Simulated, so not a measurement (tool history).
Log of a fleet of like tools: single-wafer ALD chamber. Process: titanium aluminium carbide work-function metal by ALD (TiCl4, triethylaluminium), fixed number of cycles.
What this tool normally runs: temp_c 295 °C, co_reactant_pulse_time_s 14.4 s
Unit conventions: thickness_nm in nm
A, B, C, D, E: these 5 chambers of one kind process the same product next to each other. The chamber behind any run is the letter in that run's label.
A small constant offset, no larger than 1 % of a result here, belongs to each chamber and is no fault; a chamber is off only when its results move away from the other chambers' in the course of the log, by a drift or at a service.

| run | hour | temp_c | co_reactant_pulse_time_s | hours since the last thermocouple change | hours since the last triethylaluminium bottle change | read-back reference wafer on the same gauge, thickness_nm | thickness_nm |
|---|---|---|---|---|---|---|---|
| 1B | 2.9 | 295 | 14.4 | 435.1 | 1346.6 | 2.1799 | 2.0037 |
| 2C | 6.2 | 295 | 14.4 | 45.2 | 1381.5 | 2.1797 | 2.0028 |
| 3D | 9.5 | 295 | 14.4 | 944 | 31.3 | 2.1799 | 1.9956 |
| 4A | 12.3 | 295 | 14.4 | 389.1 | 608.4 | 2.1787 | 2.0057 |
| 5E | 15.2 | 295 | 14.4 | 474.2 | 183.4 | 2.1783 | 1.9931 |
| 6B | 17.3 | 286 | 14.4 | 449.5 | 1361 | 2.1786 | 1.9228 |
| 7D | 19.5 | 286 | 14.4 | 954 | 41.3 | 2.1781 | 1.9149 |
| 8C | 23.2 | 286 | 14.4 | 62.2 | 1398.5 | 2.1777 | 1.926 |
| 9A | 27.6 | 286 | 14.4 | 404.4 | 623.7 | 2.1771 | 1.9293 |
| 10E | 30.5 | 286 | 14.4 | 489.5 | 198.7 | 2.1779 | 1.911 |
| 11D | 32.9 | 295 | 14.4 | 967.4 | 54.7 | 2.1777 | 1.9917 |
| 12E | 35.2 | 295 | 14.4 | 494.2 | 203.4 | 2.1766 | 1.9908 |
| 13A | 38.7 | 295 | 14.4 | 415.5 | 634.8 | 2.1771 | 2.0074 |
| 14C | 41.7 | 295 | 14.4 | 80.7 | 1417 | 2.1763 | 2.004 |
| 15B | 45.1 | 295 | 14.4 | 477.3 | 1388.8 | 2.1765 | 2.0009 |
| 16A | 47.6 | 295 | 14.4 | 424.4 | 643.7 | 2.1766 | 2.0021 |
| 17E | 49.6 | 295 | 14.4 | 508.6 | 217.8 | 2.1756 | 1.9924 |
| 18D | 52.7 | 295 | 14.4 | 987.2 | 74.5 | 2.1757 | 1.9927 |
| 19C | 57 | 295 | 14.4 | 96 | 1432.3 | 2.1753 | 1.9984 |
| 20B | 59 | 295 | 14.4 | 491.2 | 1402.7 | 2.1749 | 1.9979 |
| 21A | 62 | 295 | 14.4 | 438.8 | 658.1 | 2.1748 | 2.0046 |
| 22E | 66.2 | 295 | 14.4 | 525.2 | 234.4 | 2.1742 | 1.989 |
| 23D | 68.8 | 295 | 14.4 | 1003.3 | 90.6 | 2.1736 | 1.9894 |
| 24C | 71.6 | 295 | 14.4 | 110.6 | 1446.9 | 2.1744 | 1.9986 |
| 25B | 74.2 | 295 | 14.4 | 506.4 | 1417.9 | 2.1737 | 1.9956 |
| 26A | 77.6 | 295 | 14.4 | 454.4 | 673.7 | 2.1732 | 2.0015 |
| 27B | 81.5 | 295 | 14.4 | 513.7 | 1425.2 | 2.1726 | 1.9975 |
| 28E | 84.6 | 295 | 14.4 | 543.6 | 252.8 | 2.1726 | 1.9898 |
| 29D | 87 | 295 | 14.4 | 1021.5 | 108.8 | 2.1726 | 1.9882 |
| 30C | 88.9 | 295 | 14.4 | 127.9 | 1464.2 | 2.1728 | 2.0013 |
| 31A | 91.9 | 295 | 10.47 | 468.7 | 688 | 2.1722 | 1.9617 |
| 32E | 96.2 | 295 | 10.47 | 555.2 | 264.4 | 2.172 | 1.9478 |
| 33B | 99.6 | 295 | 10.47 | 531.8 | 1443.3 | 2.1719 | 1.9536 |
| 34C | 102.2 | 295 | 10.47 | 141.2 | 1477.5 | 2.1714 | 1.9524 |
| 35D | 104.8 | 295 | 10.47 | 1039.3 | 126.6 | 2.1713 | 1.9485 |

Read the log: is a single chamber off, either drifting away or since a service, is the gauge that measures every chamber drifting, or is nothing wrong beyond small per-chamber offsets? Name any odd chamber and what most likely caused it.

No chamber is off; the gauge reading every chamber's wafers drifts, which makes the whole fleet appear to move together.
Cause: gauge reads low (%) = 0.417.
